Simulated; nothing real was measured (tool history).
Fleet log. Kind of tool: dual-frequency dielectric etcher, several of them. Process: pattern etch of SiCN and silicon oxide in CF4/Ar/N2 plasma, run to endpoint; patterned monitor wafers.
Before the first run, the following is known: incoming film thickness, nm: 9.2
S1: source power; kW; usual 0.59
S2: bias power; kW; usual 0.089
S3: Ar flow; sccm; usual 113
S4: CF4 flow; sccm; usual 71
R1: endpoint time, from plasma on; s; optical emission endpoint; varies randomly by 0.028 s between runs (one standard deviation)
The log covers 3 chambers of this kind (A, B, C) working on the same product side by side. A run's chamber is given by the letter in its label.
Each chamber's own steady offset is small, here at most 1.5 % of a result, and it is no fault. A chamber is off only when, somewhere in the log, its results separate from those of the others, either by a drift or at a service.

{"run": "1A", "hour": 9.9, "S1": 0.59, "S2": 0.089, "S3": 113, "S4": 71, "R1": 7.9687}
{"run": "2B", "hour": 17.9, "S1": 0.59, "S2": 0.089, "S3": 113, "S4": 71, "R1": 8.019}
{"run": "3C", "hour": 25.7, "S1": 0.59, "S2": 0.089, "S3": 113, "S4": 71, "R1": 8.0921}
{"hour": 33.8, "done": "chamber A: wet clean of the chamber"}
{"hour": 36.6, "done": "chamber A: CF4 flow controller replaced"}
{"run": "4C", "hour": 39.5, "S1": 0.59, "S2": 0.089, "S3": 113, "S4": 71, "R1": 8.0789}
{"run": "5B", "hour": 50.2, "S1": 0.59, "S2": 0.089, "S3": 113, "S4": 71, "R1": 7.9741}
{"run": "6A", "hour": 59.8, "S1": 0.59, "S2": 0.089, "S3": 113, "S4": 71, "R1": 7.9342}
{"run": "7C", "hour": 72.2, "S1": 0.59, "S2": 0.089, "S3": 113, "S4": 71, "R1": 8.0488}
{"run": "8B", "hour": 80.8, "S1": 0.59, "S2": 0.089, "S3": 113, "S4": 86, "R1": 7.6762}
{"run": "9A", "hour": 89.6, "S1": 0.59, "S2": 0.089, "S3": 113, "S4": 86, "R1": 7.7496}
{"run": "10B", "hour": 99.7, "S1": 0.59, "S2": 0.089, "S3": 113, "S4": 86, "R1": 7.6238}
{"run": "11A", "hour": 109.2, "S1": 0.59, "S2": 0.089, "S3": 113, "S4": 71, "R1": 7.956}
{"run": "12C", "hour": 118.2, "S1": 0.59, "S2": 0.089, "S3": 113, "S4": 71, "R1": 8.0451}
{"run": "13C", "hour": 126.6, "S1": 0.59, "S2": 0.089, "S3": 113, "S4": 71, "R1": 8.0653}
{"run": "14A", "hour": 140.3, "S1": 0.59, "S2": 0.089, "S3": 113, "S4": 71, "R1": 7.9292}
{"run": "15B", "hour": 149.6, "S1": 0.59, "S2": 0.089, "S3": 113, "S4": 71, "R1": 7.794}
{"run": "16B", "hour": 161.6, "S1": 0.59, "S2": 0.089, "S3": 113, "S4": 71, "R1": 7.7129}
{"run": "17A", "hour": 174.6, "S1": 0.59, "S2": 0.089, "S3": 113, "S4": 71, "R1": 7.9558}
{"run": "18C", "hour": 184.2, "S1": 0.59, "S2": 0.089, "S3": 113, "S4": 71, "R1": 8.0467}
{"run": "19B", "hour": 192.8, "S1": 0.59, "S2": 0.089, "S3": 113, "S4": 71, "R1": 7.6827}
{"run": "20A", "hour": 203.6, "S1": 0.59, "S2": 0.089, "S3": 113, "S4": 71, "R1": 7.9556}

Is one chamber out of step, is the gauge drifting, or do the chambers differ by no more than their own small offsets? For an off chamber, give its letter and the likeliest cause.

It is chamber B that slowly wanders off from its peers.
Cause: etch rate over this chamber's usual, % = 5.07.
The log might look much the same if the cause were instead: source power that arrives over what is set, %.

Below are 4 candidate recipes for chamber B's next run, each the usual settings with a change, their results shown as question marks. Which of them brings B's results back in line with what the other chambers give on the usual settings?
In line here means within this much of the mean the other chambers give on the usual settings: R1 0.098 s
{"run": "21B-1", "hour": 214.1, "S1": 0.65, "S2": 0.089, "S3": 111, "S4": 71, "R1": "?"}
{"run": "21B-2", "hour": 214.1, "S1": 0.59, "S2": 0.08, "S3": 118, "S4": 68, "R1": "?"}
{"run": "21B-3", "hour": 214.1, "S1": 0.62, "S2": 0.089, "S3": 112, "S4": 71, "R1": "?"}
{"run": "21B-4", "hour": 214.1, "S1": 0.54, "S2": 0.086, "S3": 115, "S4": 71, "R1": "?"}

The other chambers' mean on the usual settings: R1 7.9995 s
run=21B-1 R1=6.9869
run=21B-2 R1=8.0269
run=21B-3 R1=7.2969
run=21B-4 R1=8.3834
With 21B-2, the chamber falls back in line with the rest.
